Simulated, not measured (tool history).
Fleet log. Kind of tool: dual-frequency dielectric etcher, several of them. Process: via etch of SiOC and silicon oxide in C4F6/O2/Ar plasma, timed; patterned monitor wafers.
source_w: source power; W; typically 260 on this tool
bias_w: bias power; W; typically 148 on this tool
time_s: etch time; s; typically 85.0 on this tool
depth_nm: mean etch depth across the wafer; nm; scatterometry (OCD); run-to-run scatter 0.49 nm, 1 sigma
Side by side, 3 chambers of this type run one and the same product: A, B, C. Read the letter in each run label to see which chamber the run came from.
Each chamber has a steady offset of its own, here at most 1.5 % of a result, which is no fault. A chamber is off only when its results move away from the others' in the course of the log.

run,hour,source_w,bias_w,time_s,hours since the last wet clean,hours since the last source power generator calibration,hours since the last bias power generator calibration,"read-back reference wafer on the same gauge, depth_nm",depth_nm
1A,10.5,260,148,85.0,387.5,2938.8,2681.7,68.036,76.007
# hour 21.2: chamber C: wet clean of the chamber
2C,22.4,260,148,85.0,1.2,3374.8,1201.1,68.035,74.735
3B,29.0,260,148,85.0,88.0,2746.8,2278.2,68.089,75.587
4A,36.7,260,148,85.0,413.7,2965.0,2707.9,67.850,76.561
5B,42.3,260,148,85.0,101.3,2760.1,2291.5,68.104,75.686
6C,52.7,260,148,103.0,31.5,3405.1,1231.4,67.968,91.383
7A,64.5,260,148,103.0,441.5,2992.8,2735.7,67.887,92.019
8B,73.9,260,148,103.0,132.9,2791.7,2323.1,67.995,92.480
9C,79.8,260,148,85.0,58.6,3432.2,1258.5,67.969,75.002
10B,89.0,260,148,85.0,148.0,2806.8,2338.2,67.950,76.332
# hour 94.5: chamber A: wet clean of the chamber
11A,99.8,260,148,85.0,5.3,3028.1,2771.0,68.010,80.299
12C,111.4,260,148,85.0,90.2,3463.8,1290.1,67.934,75.149
13C,121.6,260,148,85.0,100.4,3474.0,1300.3,68.136,74.927
14B,126.9,260,148,85.0,185.9,2844.7,2376.1,68.058,75.597
15A,132.8,260,148,85.0,38.3,3061.1,2804.0,67.874,79.542
16B,142.6,260,148,85.0,201.6,2860.4,2391.8,67.906,75.447
17A,150.9,210,148,68.0,56.4,3079.2,2822.1,68.078,58.707
18C,158.7,210,148,68.0,137.5,3511.1,1337.4,68.117,55.520
19C,168.7,210,148,68.0,147.5,3521.1,1347.4,68.099,55.699
20B,179.0,260,159,67.5,238.0,2896.8,2428.2,68.040,61.394
21A,190.2,260,159,67.5,95.7,3118.5,2861.4,68.013,65.270
22B,197.2,260,159,67.5,256.2,2915.0,2446.4,67.989,61.334
23C,205.3,260,148,85.0,184.1,3557.7,1384.0,67.939,75.052
24A,210.8,300,164,85.0,116.3,3139.1,2882.0,67.933,86.428
# hour 214.7: chamber B: bias power generator calibrated
25C,220.4,300,164,85.0,199.2,3572.8,1399.1,68.037,82.812
26B,229.7,300,164,85.0,288.7,2947.5,15.1,68.026,82.530
27A,236.1,240,148,106.5,141.6,3164.4,2907.3,67.976,98.287
28B,246.0,240,148,106.5,305.0,2963.8,31.4,68.061,91.798
29A,255.5,240,148,106.5,161.0,3183.8,2926.7,68.169,97.936
30C,261.2,260,148,85.0,240.0,3613.6,1439.9,67.987,75.560
31C,268.0,260,148,85.0,246.8,3620.4,1446.7,68.132,76.093
32A,278.8,260,148,85.0,184.3,3207.1,2950.0,67.878,80.349
33B,289.2,260,148,85.0,348.2,3007.0,74.6,68.044,75.452

Has any chamber moved away from the others, gradually or after a service, or does the common gauge drift, or do the chambers differ only by their own small steady offsets? State the chamber and the most likely cause if one applies.

The work done on chamber A during a service left it standing apart from the others.
Cause: etch rate over this chamber's usual, % = 4.8.

Chamber A could run next with any of the 4 candidate recipes listed below; each alters the usual settings, and their results appear as question marks. Which one brings its results back in line with what the other chambers deliver on the usual settings?
Counts as in line when no further than this from what the other chambers average on the usual settings: depth_nm 1.700 nm
34A-1,298.0,260,150,89.5,,,,,?
34A-2,298.0,260,146,80.5,,,,,?
34A-3,298.0,190,148,85.0,,,,,?
34A-4,298.0,270,152,94.5,,,,,?

The mean the other chambers reach with the usual settings: depth_nm 75.489 nm
run,depth_nm
34A-1,84.810
34A-2,75.628
34A-3,71.142
34A-4,91.241
It is 34A-2 that realigns the chamber with its peers.

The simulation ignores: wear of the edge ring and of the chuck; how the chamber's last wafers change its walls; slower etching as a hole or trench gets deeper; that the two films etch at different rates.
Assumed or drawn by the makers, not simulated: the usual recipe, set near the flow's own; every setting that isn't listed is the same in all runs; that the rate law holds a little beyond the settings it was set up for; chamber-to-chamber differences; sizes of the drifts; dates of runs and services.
